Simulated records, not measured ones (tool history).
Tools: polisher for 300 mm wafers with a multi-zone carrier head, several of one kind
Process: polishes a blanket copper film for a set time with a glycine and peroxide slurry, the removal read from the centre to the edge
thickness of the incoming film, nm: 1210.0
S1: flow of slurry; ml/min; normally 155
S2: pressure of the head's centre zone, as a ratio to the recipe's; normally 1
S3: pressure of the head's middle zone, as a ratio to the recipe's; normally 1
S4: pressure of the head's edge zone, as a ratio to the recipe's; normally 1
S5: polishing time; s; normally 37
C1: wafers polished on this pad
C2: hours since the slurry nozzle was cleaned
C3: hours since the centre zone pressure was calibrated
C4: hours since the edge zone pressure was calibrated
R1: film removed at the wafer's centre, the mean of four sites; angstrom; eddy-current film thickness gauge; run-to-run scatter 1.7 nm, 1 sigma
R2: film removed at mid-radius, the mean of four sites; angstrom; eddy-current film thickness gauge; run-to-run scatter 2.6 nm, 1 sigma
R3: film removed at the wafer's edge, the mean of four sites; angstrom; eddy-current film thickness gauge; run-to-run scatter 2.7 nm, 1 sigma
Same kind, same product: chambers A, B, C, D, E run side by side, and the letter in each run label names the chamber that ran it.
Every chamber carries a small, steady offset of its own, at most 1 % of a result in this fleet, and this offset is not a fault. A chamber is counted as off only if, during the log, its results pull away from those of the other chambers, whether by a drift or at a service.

At hour 0.3: chamber B: centre zone pressure recalibrated.
At hour 2.5: chamber E: worn pad replaced by a new one.
At hour 5.9: chamber A: worn pad replaced by a new one.
Run 1D, hour 6.6: usual settings; C1 283; C2 142.9; C3 969.4; C4 789.7. Result: R1 1752.9 angstrom, R2 1800.5 angstrom, R3 1819.1 angstrom.
Run 2C, hour 14.5: usual settings; C1 308; C2 599.4; C3 715; C4 608.5. Result: R1 1780 angstrom, R2 1775.3 angstrom, R3 1794.2 angstrom.
Run 3A, hour 24.4: usual settings; C1 215; C2 372.9; C3 26.2; C4 184. Result: R1 1791.6 angstrom, R2 1784.1 angstrom, R3 1746.5 angstrom.
Run 4B, hour 36.8: usual settings; C1 527; C2 101.6; C3 36.5; C4 60.5. Result: R1 1753.3 angstrom, R2 1803.1 angstrom, R3 1747.7 angstrom.
Run 5E, hour 43.6: usual settings; C1 477; C2 157.4; C3 573.1; C4 198.8. Result: R1 1803.6 angstrom, R2 1774.3 angstrom, R3 1789.4 angstrom.
Run 6E, hour 50.2: usual settings but S3 0.92, S4 1.08; C1 554; C2 164; C3 579.7; C4 205.4. Result: R1 1744.8 angstrom, R2 1639.7 angstrom, R3 1846 angstrom.
Run 7B, hour 56.9: usual settings but S3 0.92, S4 1.08; C1 760; C2 121.7; C3 56.6; C4 80.6. Result: R1 1788.7 angstrom, R2 1650 angstrom, R3 1824.5 angstrom.
At hour 58.5: chamber D: worn pad replaced by a new one.
At hour 65: chamber C: worn pad replaced by a new one.
Run 8C, hour 66.4: usual settings but S3 0.92, S4 1.08; C1 17; C2 651.3; C3 766.9; C4 660.4. Result: R1 1760.4 angstrom, R2 1616.5 angstrom, R3 1901.5 angstrom.
Run 9A, hour 78.3: usual settings but S3 0.92, S4 1.08; C1 841; C2 426.8; C3 80.1; C4 237.9. Result: R1 1777.9 angstrom, R2 1629.9 angstrom, R3 1863.5 angstrom.
At hour 81.1: chamber A: worn pad replaced by a new one.
At hour 83.8: chamber B: worn pad replaced by a new one.
Run 10D, hour 90.1: usual settings but S3 0.92, S4 1.08; C1 367; C2 226.4; C3 1052.9; C4 873.2. Result: R1 1755.9 angstrom, R2 1683.8 angstrom, R3 1921.7 angstrom.
Run 11C, hour 101.1: usual settings; C1 420; C2 686; C3 801.6; C4 695.1. Result: R1 1781.4 angstrom, R2 1802.2 angstrom, R3 1849.4 angstrom.
At hour 103.4: chamber C: slurry nozzle cleaned.
Run 12A, hour 109.7: usual settings; C1 332; C2 458.2; C3 111.5; C4 269.3. Result: R1 1784.9 angstrom, R2 1789.3 angstrom, R3 1767.7 angstrom.
At hour 111.1: chamber E: worn pad replaced by a new one.
Run 13D, hour 116: usual settings; C1 668; C2 252.3; C3 1078.8; C4 899.1. Result: R1 1771.9 angstrom, R2 1836.2 angstrom, R3 1766.5 angstrom.
At hour 127.2: chamber D: worn pad replaced by a new one.
Run 14B, hour 127.6: usual settings; C1 509; C2 192.4; C3 127.3; C4 151.3. Result: R1 1783.4 angstrom, R2 1759.7 angstrom, R3 1772.7 angstrom.
Run 15E, hour 133.8: usual settings; C1 264; C2 247.6; C3 663.3; C4 289. Result: R1 1779.6 angstrom, R2 1758.9 angstrom, R3 1761.5 angstrom.
Run 16C, hour 145.6: usual settings; C1 937; C2 42.2; C3 846.1; C4 739.6. Result: R1 1788.3 angstrom, R2 1767.8 angstrom, R3 1820.6 angstrom.
At hour 150: chamber C: worn pad replaced by a new one.
Run 17A, hour 154.2: usual settings; C1 849; C2 502.7; C3 156; C4 313.8. Result: R1 1795.6 angstrom, R2 1765.3 angstrom, R3 1792.5 angstrom.
At hour 155.4: chamber C: edge zone pressure recalibrated.
Run 18D, hour 164.9: usual settings; C1 438; C2 301.2; C3 1127.7; C4 948. Result: R1 1729.5 angstrom, R2 1814 angstrom, R3 1776 angstrom.
At hour 165.5: chamber B: worn pad replaced by a new one.
At hour 166.1: chamber A: worn pad replaced by a new one.
At hour 171.1: chamber A: edge zone pressure recalibrated.
Run 19E, hour 172: usual settings; C1 708; C2 285.8; C3 701.5; C4 327.2. Result: R1 1774.9 angstrom, R2 1807.2 angstrom, R3 1770.2 angstrom.
At hour 173.4: chamber D: centre zone pressure recalibrated.
Run 20B, hour 181.6: usual settings; C1 187; C2 246.4; C3 181.3; C4 205.3. Result: R1 1754.1 angstrom, R2 1794.3 angstrom, R3 1808.2 angstrom.
At hour 182.2: chamber E: edge zone pressure recalibrated.
At hour 184.7: chamber E: slurry nozzle cleaned.
Run 21C, hour 191: usual settings; C1 476; C2 87.6; C3 891.5; C4 35.6. Result: R1 1743 angstrom, R2 1767.1 angstrom, R3 1763.2 angstrom.
At hour 191.2: chamber D: worn pad replaced by a new one.
At hour 195.1: chamber C: centre zone pressure recalibrated.
At hour 199.2: chamber E: worn pad replaced by a new one.
Run 22B, hour 199.5: usual settings; C1 395; C2 264.3; C3 199.2; C4 223.2. Result: R1 1748.5 angstrom, R2 1798.3 angstrom, R3 1760.3 angstrom.
Run 23D, hour 210.5: usual settings but S4 0.91, S5 48 s; C1 224; C2 346.8; C3 37.1; C4 993.6. Result: R1 2269.4 angstrom, R2 2257 angstrom, R3 2153.7 angstrom.
Run 24A, hour 222.3: usual settings but S4 0.91, S5 48 s; C1 653; C2 570.8; C3 224.1; C4 51.2. Result: R1 2300.4 angstrom, R2 2274.5 angstrom, R3 2186 angstrom.
At hour 224.5: chamber C: worn pad replaced by a new one.
Run 25E, hour 231.4: usual settings but S4 0.91, S5 48 s; C1 375; C2 46.7; C3 760.9; C4 49.3. Result: R1 2304.8 angstrom, R2 2291.6 angstrom, R3 2215.1 angstrom.
Run 26A, hour 240.3: usual settings but S4 0.91, S5 48 s; C1 862; C2 588.8; C3 242.1; C4 69.2. Result: R1 2354.4 angstrom, R2 2348.1 angstrom, R3 2192.4 angstrom.
At hour 245.4: chamber A: worn pad replaced by a new one.
Run 27E, hour 247.8: usual settings but S4 0.91, S5 48 s; C1 565; C2 63.1; C3 777.3; C4 65.7. Result: R1 2330.7 angstrom, R2 2299.8 angstrom, R3 2196.3 angstrom.
Run 28B, hour 257.9: usual settings; C1 1074; C2 322.7; C3 257.6; C4 281.6. Result: R1 1764.5 angstrom, R2 1743.2 angstrom, R3 1731.9 angstrom.
At hour 258.9: chamber B: worn pad replaced by a new one.
Run 29C, hour 268.6: usual settings; C1 512; C2 165.2; C3 73.5; C4 113.2. Result: R1 1781.1 angstrom, R2 1802.4 angstrom, R3 1800.5 angstrom.
At hour 277.4: chamber D: worn pad replaced by a new one.
Run 30D, hour 278.6: usual settings; C1 14; C2 414.9; C3 105.2; C4 1061.7. Result: R1 1771.9 angstrom, R2 1775.9 angstrom, R3 1800.3 angstrom.
At hour 282.7: chamber E: worn pad replaced by a new one.
Run 31B, hour 290.9: usual settings; C1 372; C2 355.7; C3 290.6; C4 314.6. Result: R1 1768.6 angstrom, R2 1796.7 angstrom, R3 1724.2 angstrom.
Run 32C, hour 300.7: usual settings; C1 885; C2 197.3; C3 105.6; C4 145.3. Result: R1 1781.9 angstrom, R2 1767.2 angstrom, R3 1813.4 angstrom.
At hour 301.3: chamber D: slurry nozzle cleaned.
At hour 305.4: chamber C: worn pad replaced by a new one.
Run 33D, hour 310.8: usual settings; C1 388; C2 9.5; C3 137.4; C4 1093.9. Result: R1 1793.3 angstrom, R2 1765 angstrom, R3 1763.6 angstrom.
At hour 316.3: chamber A: worn pad replaced by a new one.
Run 34A, hour 318.8: usual settings; C1 29; C2 667.3; C3 320.6; C4 147.7. Result: R1 1784.2 angstrom, R2 1770.4 angstrom, R3 1799.5 angstrom.
Run 35E, hour 330.9: usual settings; C1 560; C2 146.2; C3 860.4; C4 148.8. Result: R1 1769.8 angstrom, R2 1812.2 angstrom, R3 1762.1 angstrom.
Run 36C, hour 339.1: usual settings; C1 392; C2 235.7; C3 144; C4 183.7. Result: R1 1767.9 angstrom, R2 1815.9 angstrom, R3 1831.9 angstrom.
Run 37E, hour 346.4: usual settings; C1 740; C2 161.7; C3 875.9; C4 164.3. Result: R1 1778.6 angstrom, R2 1801 angstrom, R3 1741.9 angstrom.
At hour 346.9: chamber D: worn pad replaced by a new one.
At hour 352: chamber A: slurry nozzle cleaned.
Run 38D, hour 352.3: usual settings; C1 62; C2 51; C3 178.9; C4 1135.4. Result: R1 1760.6 angstrom, R2 1731.2 angstrom, R3 1828.5 angstrom.
At hour 357.3: chamber B: worn pad replaced by a new one.
Run 39A, hour 359.4: usual settings; C1 500; C2 7.5; C3 361.2; C4 188.3. Result: R1 1816.1 angstrom, R2 1728.4 angstrom, R3 1822.7 angstrom.
Run 40B, hour 367.6: usual settings; C1 119; C2 432.4; C3 367.3; C4 391.3. Result: R1 1788.9 angstrom, R2 1821.6 angstrom, R3 1767.2 angstrom.
Run 41E, hour 374.7: usual settings; C1 1069; C2 190; C3 904.2; C4 192.6. Result: R1 1783.5 angstrom, R2 1757.9 angstrom, R3 1756.4 angstrom.

Does one chamber stand apart from the rest, does the shared gauge drift, or is all well apart from small per-chamber offsets? Give the chamber and the most likely cause, where there is one.

The fleet is healthy, with each chamber sitting at its usual small offset and no drift in the gauge.

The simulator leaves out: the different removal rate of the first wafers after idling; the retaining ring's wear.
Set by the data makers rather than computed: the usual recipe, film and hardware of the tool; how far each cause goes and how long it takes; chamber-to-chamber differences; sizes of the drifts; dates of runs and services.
